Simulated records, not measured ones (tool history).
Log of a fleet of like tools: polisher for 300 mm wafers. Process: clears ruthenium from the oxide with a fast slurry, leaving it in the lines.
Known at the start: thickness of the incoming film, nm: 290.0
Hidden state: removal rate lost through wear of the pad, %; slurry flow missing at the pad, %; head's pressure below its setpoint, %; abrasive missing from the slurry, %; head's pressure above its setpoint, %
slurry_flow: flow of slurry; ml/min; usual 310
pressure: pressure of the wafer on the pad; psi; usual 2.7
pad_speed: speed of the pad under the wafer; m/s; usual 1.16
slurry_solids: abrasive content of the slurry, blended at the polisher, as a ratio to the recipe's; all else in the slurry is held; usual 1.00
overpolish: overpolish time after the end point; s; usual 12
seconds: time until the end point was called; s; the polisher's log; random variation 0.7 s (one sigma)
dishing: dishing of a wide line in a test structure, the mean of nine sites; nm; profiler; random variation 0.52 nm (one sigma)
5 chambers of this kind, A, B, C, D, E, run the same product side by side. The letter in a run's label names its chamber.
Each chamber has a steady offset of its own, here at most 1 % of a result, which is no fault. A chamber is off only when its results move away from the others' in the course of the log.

run	day	slurry_flow	pressure	pad_speed	slurry_solids	overpolish	wafers polished on this pad	hours since the slurry nozzle was cleaned	hours since the head pressure was calibrated	hours since the slurry blender was calibrated	seconds	dishing
# day 0.171: chamber C: worn pad replaced by a new one
1A	0.388	310	2.7	1.16	1.00	12	749	537.5	291.4	18.8	64.680	44.925
2E	0.675	310	2.7	1.16	1.00	12	1329	806.5	71.5	161.5	63.868	44.648
# day 0.796: chamber E: worn pad replaced by a new one
3C	0.929	310	2.7	1.16	1.00	12	119	129.1	89.9	123.2	64.622	45.089
4D	1.438	310	2.7	1.16	1.00	12	1289	65.5	871.8	126.5	65.196	44.127
# day 1.517: chamber E: slurry nozzle cleaned
5B	1.875	310	2.7	1.16	1.00	12	870	153.0	335.6	105.7	63.302	44.842
6A	2.392	310	2.7	1.16	1.00	12	1064	585.6	339.5	66.9	63.129	45.444
7C	2.650	310	2.7	1.16	1.00	12	390	170.4	131.2	164.5	64.107	45.402
# day 2.958: chamber C: slurry blender recalibrated
8B	3.154	310	2.7	1.16	1.00	12	1071	183.7	366.3	136.4	64.005	44.774
# day 3.408: chamber D: worn pad replaced by a new one
9E	3.658	310	2.7	1.16	1.00	12	450	51.4	143.1	233.1	64.393	45.577
10D	4.171	310	2.7	1.16	1.00	12	120	131.1	937.4	192.1	64.729	44.533
# day 4.325: chamber B: worn pad replaced by a new one
11C	4.517	310	2.7	1.16	1.00	12	684	215.2	176.0	37.5	62.961	45.153
12D	4.767	310	2.7	1.16	1.00	12	213	145.4	951.7	206.4	64.209	44.333
# day 4.792: chamber D: slurry blender recalibrated
# day 5.050: chamber A: worn pad replaced by a new one
13A	5.175	310	2.7	1.16	1.00	12	20	652.4	406.3	133.7	64.550	44.080
14E	5.646	310	2.7	1.16	1.00	12	763	99.1	190.8	280.8	64.805	44.802
# day 5.771: chamber B: slurry nozzle cleaned
15B	5.992	310	2.7	1.16	1.00	12	262	5.4	434.4	204.5	63.985	44.461
16D	6.458	310	2.7	1.32	1.15	12	480	186.0	992.3	40.1	53.208	52.010
17A	6.812	310	2.7	1.32	1.15	12	277	691.7	445.6	173.0	53.143	53.266
# day 7.075: chamber C: worn pad replaced by a new one
# day 7.100: chamber B: slurry blender recalibrated
18C	7.317	310	2.7	1.32	1.15	12	38	282.4	243.2	104.7	53.733	53.625
19B	7.675	310	2.7	1.32	1.15	12	527	45.8	474.8	13.9	53.349	53.025
20E	8.071	310	2.7	1.32	1.15	12	1145	157.3	249.0	339.0	53.283	53.461
# day 8.288: chamber A: slurry blender recalibrated
21D	8.596	310	2.7	1.16	1.00	12	816	237.3	1043.6	91.4	65.648	44.351
# day 8.646: chamber D: head pressure recalibrated
22C	8.846	310	2.7	1.16	1.00	12	279	319.1	279.9	141.4	63.868	46.264
23E	9.162	310	2.7	1.16	1.00	12	1316	183.5	275.2	365.2	63.312	44.940
24A	9.417	310	2.7	1.16	1.00	12	687	754.2	508.1	27.1	64.110	43.761
25B	9.654	310	2.7	1.16	1.00	12	838	93.3	522.3	61.4	63.391	44.099
# day 9.825: chamber C: slurry blender recalibrated
26E	9.917	310	2.7	1.16	1.00	12	1435	201.6	293.3	383.3	64.196	44.486
27C	10.425	310	2.7	1.16	1.00	12	527	357.0	317.8	14.5	64.980	45.781
# day 10.650: chamber E: worn pad replaced by a new one
28B	10.850	310	2.7	1.16	1.00	12	1026	122.0	551.0	90.1	63.986	44.249
29A	11.096	310	2.7	1.16	1.00	12	951	794.5	548.4	67.4	64.807	44.761
30D	11.508	310	2.7	1.16	1.00	12	1274	307.2	68.8	161.3	69.068	42.223
# day 11.733: chamber D: worn pad replaced by a new one
31E	11.921	310	2.7	1.16	1.00	12	200	249.7	341.4	431.4	64.593	44.376
# day 12.067: chamber D: slurry nozzle cleaned
32B	12.238	310	2.7	1.16	1.00	12	1245	155.3	584.3	123.4	65.725	45.093
33D	12.725	310	2.7	1.16	1.00	12	156	15.8	98.0	190.5	68.965	41.394
34A	13.096	310	2.7	1.16	1.00	12	1266	842.5	596.4	115.4	63.761	44.272
# day 13.204: chamber C: worn pad replaced by a new one
35C	13.346	310	2.7	1.16	1.00	12	22	427.1	387.9	84.6	63.096	45.059
36C	13.783	310	2.7	1.16	1.00	12	91	437.6	398.4	95.1	62.808	45.004
37A	14.192	310	2.7	1.16	1.00	12	1439	868.8	622.7	141.7	63.154	45.692

Next, every chamber runs the same settings. What will each give?
38A	14.567	310	3.1	1.16	1.00	12					?	?
38B	14.567	310	3.1	1.16	1.00	12					?	?
38C	14.567	310	3.1	1.16	1.00	12					?	?
38D	14.567	310	3.1	1.16	1.00	12					?	?
38E	14.567	310	3.1	1.16	1.00	12					?	?

run	seconds	dishing
38A	55.784	50.532
38B	55.809	50.643
38C	55.299	52.099
38D	60.525	47.229
38E	57.615	50.619
